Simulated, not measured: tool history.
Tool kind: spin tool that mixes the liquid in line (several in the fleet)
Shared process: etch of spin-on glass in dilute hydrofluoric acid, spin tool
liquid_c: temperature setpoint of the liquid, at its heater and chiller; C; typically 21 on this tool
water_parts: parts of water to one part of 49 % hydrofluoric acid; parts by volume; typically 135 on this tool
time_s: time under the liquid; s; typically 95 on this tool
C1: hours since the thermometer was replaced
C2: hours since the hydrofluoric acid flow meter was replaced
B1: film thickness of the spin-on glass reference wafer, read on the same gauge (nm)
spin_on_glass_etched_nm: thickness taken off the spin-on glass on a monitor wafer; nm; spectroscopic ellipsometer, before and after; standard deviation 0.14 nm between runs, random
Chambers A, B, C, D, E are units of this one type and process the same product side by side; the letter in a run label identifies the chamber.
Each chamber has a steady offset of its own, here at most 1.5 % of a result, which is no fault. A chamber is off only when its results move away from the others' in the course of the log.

run 1C hour=7.8 | liquid_c=21 water_parts=135 time_s=95 | C1=165.6 C2=926.7 | B1=130 | spin_on_glass_etched_nm=17.002
run 2B hour=17.1 | liquid_c=21 water_parts=135 time_s=95 | C1=471.4 C2=1857 | B1=129.99 | spin_on_glass_etched_nm=17.287
-- hour=19.7 chamber C: hydrofluoric acid flow meter replaced
run 3D hour=29.9 | liquid_c=21 water_parts=135 time_s=95 | C1=531.4 C2=279.1 | B1=130 | spin_on_glass_etched_nm=17.365
run 4E hour=38.7 | liquid_c=21 water_parts=135 time_s=95 | C1=1350.2 C2=460.5 | B1=130.01 | spin_on_glass_etched_nm=17.081
run 5A hour=49.2 | liquid_c=21 water_parts=135 time_s=95 | C1=419.9 C2=690 | B1=129.99 | spin_on_glass_etched_nm=17.467
run 6D hour=58.7 | liquid_c=21 water_parts=135 time_s=95 | C1=560.2 C2=307.9 | B1=130.02 | spin_on_glass_etched_nm=17.252
run 7C hour=66.2 | liquid_c=21 water_parts=135 time_s=95 | C1=224 C2=46.6 | B1=129.97 | spin_on_glass_etched_nm=17.22
run 8A hour=79.1 | liquid_c=21 water_parts=135 time_s=95 | C1=449.8 C2=719.9 | B1=130.01 | spin_on_glass_etched_nm=17.49
run 9E hour=94.2 | liquid_c=21 water_parts=135 time_s=95 | C1=1405.7 C2=516 | B1=129.99 | spin_on_glass_etched_nm=17.387
run 10B hour=109.2 | liquid_c=21 water_parts=135 time_s=95 | C1=563.5 C2=1949.1 | B1=129.99 | spin_on_glass_etched_nm=17.434
run 11C hour=117 | liquid_c=21 water_parts=135 time_s=95 | C1=274.8 C2=97.4 | B1=130 | spin_on_glass_etched_nm=17.319
run 12E hour=131.6 | liquid_c=21 water_parts=135 time_s=95 | C1=1443.1 C2=553.4 | B1=130.01 | spin_on_glass_etched_nm=17.35
run 13B hour=138.3 | liquid_c=21 water_parts=135 time_s=95 | C1=592.6 C2=1978.2 | B1=130.02 | spin_on_glass_etched_nm=16.877
-- hour=145.8 chamber B: thermometer replaced
run 14A hour=149.8 | liquid_c=21 water_parts=135 time_s=95 | C1=520.5 C2=790.6 | B1=129.97 | spin_on_glass_etched_nm=17.167
run 15D hour=156.5 | liquid_c=21 water_parts=135 time_s=95 | C1=658 C2=405.7 | B1=130.02 | spin_on_glass_etched_nm=16.816
run 16B hour=166.1 | liquid_c=21 water_parts=135 time_s=95 | C1=20.3 C2=2006 | B1=130.03 | spin_on_glass_etched_nm=17.316
-- hour=167.7 chamber B: hydrofluoric acid flow meter replaced
run 17D hour=174.6 | liquid_c=18 water_parts=135 time_s=95 | C1=676.1 C2=423.8 | B1=130 | spin_on_glass_etched_nm=14.941
run 18A hour=189.6 | liquid_c=18 water_parts=135 time_s=95 | C1=560.3 C2=830.4 | B1=129.97 | spin_on_glass_etched_nm=15.51
run 19E hour=203.1 | liquid_c=18 water_parts=135 time_s=95 | C1=1514.6 C2=624.9 | B1=129.99 | spin_on_glass_etched_nm=15.455
run 20C hour=210.2 | liquid_c=18 water_parts=135 time_s=95 | C1=368 C2=190.6 | B1=130 | spin_on_glass_etched_nm=15.48
run 21D hour=224.6 | liquid_c=18 water_parts=135 time_s=95 | C1=726.1 C2=473.8 | B1=129.99 | spin_on_glass_etched_nm=14.822
run 22E hour=237.6 | liquid_c=21 water_parts=135 time_s=95 | C1=1549.1 C2=659.4 | B1=130.02 | spin_on_glass_etched_nm=17.436
run 23A hour=249.5 | liquid_c=21 water_parts=135 time_s=95 | C1=620.2 C2=890.3 | B1=130 | spin_on_glass_etched_nm=17.252
run 24C hour=258.5 | liquid_c=21 water_parts=135 time_s=95 | C1=416.3 C2=238.9 | B1=130.04 | spin_on_glass_etched_nm=17.053
run 25B hour=268.9 | liquid_c=21 water_parts=135 time_s=95 | C1=123.1 C2=101.3 | B1=129.99 | spin_on_glass_etched_nm=17.7
run 26E hour=278.3 | liquid_c=21 water_parts=135 time_s=95 | C1=1589.8 C2=700.1 | B1=130.04 | spin_on_glass_etched_nm=17.21
run 27C hour=292.2 | liquid_c=21 water_parts=135 time_s=95 | C1=450 C2=272.6 | B1=129.99 | spin_on_glass_etched_nm=16.993
run 28B hour=298.8 | liquid_c=21 water_parts=135 time_s=95 | C1=153 C2=131.2 | B1=129.99 | spin_on_glass_etched_nm=17.384
run 29A hour=310.8 | liquid_c=21 water_parts=135 time_s=95 | C1=681.5 C2=951.6 | B1=130.03 | spin_on_glass_etched_nm=17.414
run 30D hour=324.6 | liquid_c=25.5 water_parts=135 time_s=125 | C1=826.1 C2=573.8 | B1=130 | spin_on_glass_etched_nm=25.427
run 31B hour=335 | liquid_c=25.5 water_parts=135 time_s=125 | C1=189.2 C2=167.4 | B1=129.99 | spin_on_glass_etched_nm=27.298
run 32E hour=346.6 | liquid_c=25.5 water_parts=135 time_s=125 | C1=1658.1 C2=768.4 | B1=130.03 | spin_on_glass_etched_nm=26.774
run 33C hour=361.1 | liquid_c=25.5 water_parts=135 time_s=125 | C1=518.9 C2=341.5 | B1=130 | spin_on_glass_etched_nm=26.826
run 34D hour=370.1 | liquid_c=25.5 water_parts=135 time_s=125 | C1=871.6 C2=619.3 | B1=129.98 | spin_on_glass_etched_nm=25.232
run 35A hour=380 | liquid_c=21 water_parts=135 time_s=95 | C1=750.7 C2=1020.8 | B1=130 | spin_on_glass_etched_nm=17.588
run 36B hour=390.1 | liquid_c=21 water_parts=135 time_s=95 | C1=244.3 C2=222.5 | B1=130 | spin_on_glass_etched_nm=17.53
run 37E hour=398.8 | liquid_c=21 water_parts=135 time_s=95 | C1=1710.3 C2=820.6 | B1=130.01 | spin_on_glass_etched_nm=17.506
run 38D hour=409.7 | liquid_c=21 water_parts=135 time_s=95 | C1=911.2 C2=658.9 | B1=130 | spin_on_glass_etched_nm=15.986
run 39A hour=424.1 | liquid_c=21 water_parts=135 time_s=95 | C1=794.8 C2=1064.9 | B1=130.01 | spin_on_glass_etched_nm=17.323
run 40C hour=437.1 | liquid_c=21 water_parts=205 time_s=95 | C1=594.9 C2=417.5 | B1=130.02 | spin_on_glass_etched_nm=10.529
run 41C hour=447.4 | liquid_c=21 water_parts=205 time_s=95 | C1=605.2 C2=427.8 | B1=130 | spin_on_glass_etched_nm=10.364
run 42A hour=459.8 | liquid_c=21 water_parts=205 time_s=95 | C1=830.5 C2=1100.6 | B1=130 | spin_on_glass_etched_nm=10.798
run 43D hour=466.9 | liquid_c=21 water_parts=205 time_s=95 | C1=968.4 C2=716.1 | B1=129.96 | spin_on_glass_etched_nm=9.4815
run 44B hour=476.7 | liquid_c=21 water_parts=205 time_s=95 | C1=330.9 C2=309.1 | B1=130.04 | spin_on_glass_etched_nm=10.497

Read the log: is a single chamber off, either drifting away or since a service, is the gauge that measures every chamber drifting, or is nothing wrong beyond small per-chamber offsets? Name any odd chamber and what most likely caused it.

Little by little, chamber D moves away from the other chambers.
Cause: hydrofluoric acid flow below the setpoint (%) = 8.57.
Not necessarily distinguishable in this log from: liquid colder than its thermometer reads (K).

Below are 4 candidate recipes for chamber D's next run, each the usual settings with a change, their results shown as question marks. Which of them brings D's results back in line with what the other chambers give on the usual settings?
To be in line, a result may differ from the other chambers' mean on the usual settings by at most: spin_on_glass_etched_nm 0.49 nm
run 45D-1 hour=487.4 | liquid_c=21.5 water_parts=125 time_s=95 | spin_on_glass_etched_nm=?
run 45D-2 hour=487.4 | liquid_c=21 water_parts=135 time_s=100 | spin_on_glass_etched_nm=?
run 45D-3 hour=487.4 | liquid_c=20.5 water_parts=145 time_s=95 | spin_on_glass_etched_nm=?
run 45D-4 hour=487.4 | liquid_c=21 water_parts=135 time_s=90 | spin_on_glass_etched_nm=?

Average result of the remaining chambers running the usual settings: spin_on_glass_etched_nm 17.303 nm
run=45D-1 spin_on_glass_etched_nm=17.365
run=45D-2 spin_on_glass_etched_nm=16.401
run=45D-3 spin_on_glass_etched_nm=14.062
run=45D-4 spin_on_glass_etched_nm=14.761
45D-1 brings the chamber back in line.
